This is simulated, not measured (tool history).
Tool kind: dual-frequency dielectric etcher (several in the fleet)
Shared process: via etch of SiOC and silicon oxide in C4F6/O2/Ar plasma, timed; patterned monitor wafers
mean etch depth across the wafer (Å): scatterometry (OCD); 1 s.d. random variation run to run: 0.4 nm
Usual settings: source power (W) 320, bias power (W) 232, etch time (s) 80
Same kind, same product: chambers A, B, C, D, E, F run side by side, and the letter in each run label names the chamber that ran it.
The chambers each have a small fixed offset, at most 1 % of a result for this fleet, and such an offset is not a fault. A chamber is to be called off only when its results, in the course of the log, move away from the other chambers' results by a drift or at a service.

| run | hour | source power (W) | bias power (W) | etch time (s) | hours since the last wet clean | hours since the last source power generator calibration | hours since the last bias power generator calibration | read-back reference wafer on the same gauge, depth_nm | mean etch depth across the wafer (Å) |
|---|---|---|---|---|---|---|---|---|---|
| 1B | 7.3 | 320 | 232 | 80 | 299 | 1121.4 | 1681.1 | 105.99 | 891.76 |
| 2D | 13.8 | 320 | 232 | 80 | 303.2 | 4405.9 | 796.8 | 105.89 | 907.48 |
| 3E | 18.8 | 320 | 232 | 80 | 55 | 2204.8 | 2319.4 | 105.89 | 900.51 |
| 4F | 25.7 | 320 | 232 | 80 | 312.8 | 1872.4 | 327.9 | 105.97 | 907.77 |
| 5C | 34.3 | 320 | 232 | 80 | 204.1 | 2039.5 | 2632.8 | 105.93 | 913.19 |
| 6A | 38.2 | 320 | 232 | 80 | 119.3 | 2347 | 218.2 | 105.86 | 904.27 |
| 7B | 46.1 | 320 | 232 | 80 | 337.8 | 1160.2 | 1719.9 | 105.92 | 890.86 |
| 8C | 54.3 | 320 | 232 | 80 | 224.1 | 2059.5 | 2652.8 | 105.93 | 910.12 |
| 9E | 59.5 | 320 | 232 | 80 | 95.7 | 2245.5 | 2360.1 | 105.86 | 890.42 |
| 10D | 67.4 | 320 | 232 | 80 | 356.8 | 4459.5 | 850.4 | 106.02 | 897.77 |
| 11F | 73.3 | 320 | 232 | 80 | 360.4 | 1920 | 375.5 | 105.82 | 910.55 |
| 12A | 81.8 | 320 | 232 | 80 | 162.9 | 2390.6 | 261.8 | 105.88 | 898.88 |
|  | 83.6 | chamber F: wet clean of the chamber |
| 13D | 86 | 320 | 232 | 80 | 375.4 | 4478.1 | 869 | 105.91 | 892.95 |
| 14B | 90.5 | 320 | 232 | 80 | 382.2 | 1204.6 | 1764.3 | 105.92 | 895.84 |
| 15A | 96 | 320 | 273 | 80 | 177.1 | 2404.8 | 276 | 105.97 | 947.16 |
| 16E | 103.9 | 320 | 273 | 80 | 140.1 | 2289.9 | 2404.5 | 105.89 | 954.03 |
|  | 105.2 | chamber B: wet clean of the chamber |
| 17C | 110 | 320 | 273 | 80 | 279.8 | 2115.2 | 2708.5 | 105.8 | 964.7 |
| 18F | 117.7 | 320 | 273 | 80 | 34.2 | 1964.4 | 419.9 | 105.86 | 959.36 |
|  | 121 | chamber D: wet clean of the chamber |
| 19B | 124.2 | 320 | 273 | 80 | 19 | 1238.3 | 1798 | 106.06 | 940.84 |
| 20F | 132.3 | 320 | 273 | 80 | 48.8 | 1979 | 434.5 | 105.78 | 966.4 |
| 21D | 137.4 | 320 | 232 | 80 | 16.5 | 4529.5 | 920.4 | 105.94 | 898.5 |
| 22A | 145.3 | 320 | 232 | 80 | 226.4 | 2454.1 | 325.3 | 105.87 | 899.15 |
| 23C | 153.8 | 320 | 232 | 80 | 323.6 | 2159 | 2752.3 | 105.8 | 916.3 |
| 24E | 161.7 | 320 | 232 | 80 | 197.9 | 2347.7 | 2462.3 | 105.94 | 894.99 |
|  | 163.3 | chamber C: wet clean of the chamber |
| 25D | 170 | 320 | 232 | 80 | 49.1 | 4562.1 | 953 | 105.79 | 898.05 |
| 26E | 176.3 | 320 | 232 | 80 | 212.5 | 2362.3 | 2476.9 | 105.95 | 901.98 |
|  | 179.1 | chamber D: source power generator calibrated |
| 27A | 180.8 | 320 | 232 | 80 | 261.9 | 2489.6 | 360.8 | 105.96 | 899.2 |
| 28F | 186.8 | 320 | 232 | 80 | 103.3 | 2033.5 | 489 | 105.89 | 906.47 |
| 29C | 194 | 320 | 232 | 63 | 30.7 | 2199.2 | 2792.5 | 105.92 | 688.75 |
| 30B | 202.6 | 320 | 232 | 63 | 97.4 | 1316.7 | 1876.4 | 105.95 | 703.22 |
| 31F | 208.3 | 320 | 232 | 63 | 124.8 | 2055 | 510.5 | 105.93 | 722.76 |
| 32D | 216.1 | 320 | 232 | 63 | 95.2 | 37 | 999.1 | 105.94 | 708.08 |
| 33A | 221.9 | 320 | 232 | 63 | 303 | 2530.7 | 401.9 | 105.86 | 708.53 |
| 34B | 229.3 | 320 | 232 | 63 | 124.1 | 1343.4 | 1903.1 | 105.96 | 701.02 |
| 35C | 237.7 | 320 | 232 | 80 | 74.4 | 2242.9 | 2836.2 | 105.94 | 869.31 |
| 36E | 244.7 | 320 | 232 | 99 | 280.9 | 2430.7 | 2545.3 | 105.85 | 1105.3 |
| 37C | 252.3 | 320 | 232 | 99 | 89 | 2257.5 | 2850.8 | 105.92 | 1080.4 |
| 38F | 260.3 | 320 | 232 | 99 | 176.8 | 2107 | 562.5 | 105.96 | 1130.9 |
| 39A | 268.2 | 320 | 232 | 99 | 349.3 | 2577 | 448.2 | 105.78 | 1116.6 |
| 40E | 276.9 | 320 | 232 | 99 | 313.1 | 2462.9 | 2577.5 | 105.89 | 1119.1 |
| 41B | 283.8 | 320 | 232 | 99 | 178.6 | 1397.9 | 1957.6 | 105.84 | 1102.7 |
| 42D | 288 | 320 | 200 | 97.5 | 167.1 | 108.9 | 1071 | 105.86 | 1042.3 |
| 43E | 292 | 320 | 200 | 97.5 | 328.2 | 2478 | 2592.6 | 105.78 | 1041.2 |

Is one chamber out of step, is the gauge drifting, or do the chambers differ by no more than their own small offsets? For an off chamber, give its letter and the likeliest cause.

After it was serviced, chamber C no longer matches the other chambers.
Cause: etch rate under this chamber's usual, % = 4.47.

Which of the 4 candidates below, each the usual settings with something changed and its results left as question marks, puts chamber C back in line with what the other chambers give on the usual settings?
Allowed miss from the other chambers' usual-settings mean, per result, to count as in line: mean etch depth across the wafer (Å) 14
| 44C-1 | 298.4 | 320 | 232 | 77 |  |  |  |  | ? |
| 44C-2 | 298.4 | 340 | 242 | 80 |  |  |  |  | ? |
| 44C-3 | 298.4 | 320 | 229 | 75.5 |  |  |  |  | ? |
| 44C-4 | 298.4 | 380 | 232 | 80 |  |  |  |  | ? |

What the other chambers average on the usual settings: mean etch depth across the wafer (Å) 900.55
| run | mean etch depth across the wafer (Å) |
|---|---|
| 44C-1 | 838.22 |
| 44C-2 | 903.97 |
| 44C-3 | 818.28 |
| 44C-4 | 929.68 |
44C-2 brings the chamber back in line.
